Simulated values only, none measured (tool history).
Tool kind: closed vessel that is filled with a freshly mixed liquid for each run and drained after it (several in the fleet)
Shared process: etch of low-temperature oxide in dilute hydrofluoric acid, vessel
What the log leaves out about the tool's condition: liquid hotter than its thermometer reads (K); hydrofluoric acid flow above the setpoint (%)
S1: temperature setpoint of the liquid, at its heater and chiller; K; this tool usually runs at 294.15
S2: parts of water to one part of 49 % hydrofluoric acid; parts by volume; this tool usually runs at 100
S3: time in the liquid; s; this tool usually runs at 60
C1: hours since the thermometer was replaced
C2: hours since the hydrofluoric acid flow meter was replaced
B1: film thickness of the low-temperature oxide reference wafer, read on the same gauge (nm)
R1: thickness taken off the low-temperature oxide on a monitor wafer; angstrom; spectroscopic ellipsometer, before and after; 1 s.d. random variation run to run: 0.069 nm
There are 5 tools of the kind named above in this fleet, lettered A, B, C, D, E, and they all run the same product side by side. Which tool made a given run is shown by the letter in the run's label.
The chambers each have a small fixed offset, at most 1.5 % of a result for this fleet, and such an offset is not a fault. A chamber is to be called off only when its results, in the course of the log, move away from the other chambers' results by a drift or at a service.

run	hour	S1	S2	S3	C1	C2	B1	R1
1D	3.7	294.15	100	60	388.8	874	80.027	116.92
2A	8.5	294.15	100	60	376	209.9	79.978	118.63
3C	12.6	294.15	100	60	1318.2	1705.9	79.964	118.51
4B	16.5	294.15	100	60	1061.4	232.6	80	115.89
5E	22.1	298.65	60	60	655.2	377.6	80.032	251.16
6E	26.5	298.65	60	60	659.6	382	79.988	249.46
7D	31.9	298.65	60	60	417	902.2	80.016	247.46
8A	36.9	298.65	60	60	404.4	238.3	80.045	251.42
9B	40.7	298.65	60	60	1085.6	256.8	80.029	245.2
10C	46.1	294.15	100	60	1351.7	1739.4	79.972	119.84
11B	51.9	294.15	100	60	1096.8	268	79.999	116.45
12A	55.2	294.15	100	60	422.7	256.6	79.995	119.48
13D	58.5	294.15	100	60	443.6	928.8	80.032	118.35
14C	63	294.15	100	60	1368.6	1756.3	79.97	120.03
15E	68.3	290.65	100	60	701.4	423.8	80.002	103.42
16A	73.8	290.65	100	60	441.3	275.2	80.011	103.51
17E	79	290.65	100	60	712.1	434.5	80.01	102.72
18C	82.7	290.65	100	60	1388.3	1776	80.026	103.38
19B	86.8	290.65	100	60	1131.7	302.9	79.969	100.91
20D	90.7	294.15	100	60	475.8	961	80.002	119.08
21B	94.3	294.15	100	60	1139.2	310.4	79.977	116.66
22E	99.2	294.15	100	60	732.3	454.7	80.009	119.25
23A	105.4	294.15	100	60	472.9	306.8	80.012	122.42
24C	112.3	294.15	100	60	1417.9	1805.6	79.954	119.71
25D	116.4	294.15	100	60	501.5	986.7	79.992	118.17
26E	121.6	294.15	100	60	754.7	477.1	79.995	120.19
# hour 122.3: chamber E: hydrofluoric acid flow meter replaced
27B	126.2	294.15	100	60	1171.1	342.3	79.985	116.72
28A	131.6	294.15	100	60	499.1	333	80.052	121.83
29D	137.8	294.15	100	60	522.9	1008.1	79.951	118.45
30C	141.1	294.15	100	60	1446.7	1834.4	79.965	118.87
31B	144.9	290.15	100	60	1189.8	361	79.98	98.509
# hour 145.7: chamber B: thermometer replaced
32E	149.6	290.15	100	60	782.7	27.3	79.976	101.01
33C	153.3	290.15	100	60	1458.9	1846.6	80.023	102.4
34D	158.9	290.15	100	60	544	1029.2	80.026	100.52
35A	163.1	290.15	100	60	530.6	364.5	80.076	104.72
36D	166.5	294.15	100	60	551.6	1036.8	80.023	118.61
# hour 166.8: chamber A: thermometer replaced
37B	172.4	294.15	100	60	26.7	388.5	79.963	117.39
38A	177.1	294.15	100	60	10.3	378.5	80.02	122.99

For the next run the whole fleet of 5 chambers uses the same settings. Give each chamber's results:
39A	182.3	294.15	100	45				?
39B	182.3	294.15	100	45				?
39C	182.3	294.15	100	45				?
39D	182.3	294.15	100	45				?
39E	182.3	294.15	100	45				?

run	R1
39A	93.085
39B	88.665
39C	90.025
39D	88.616
39E	88.755
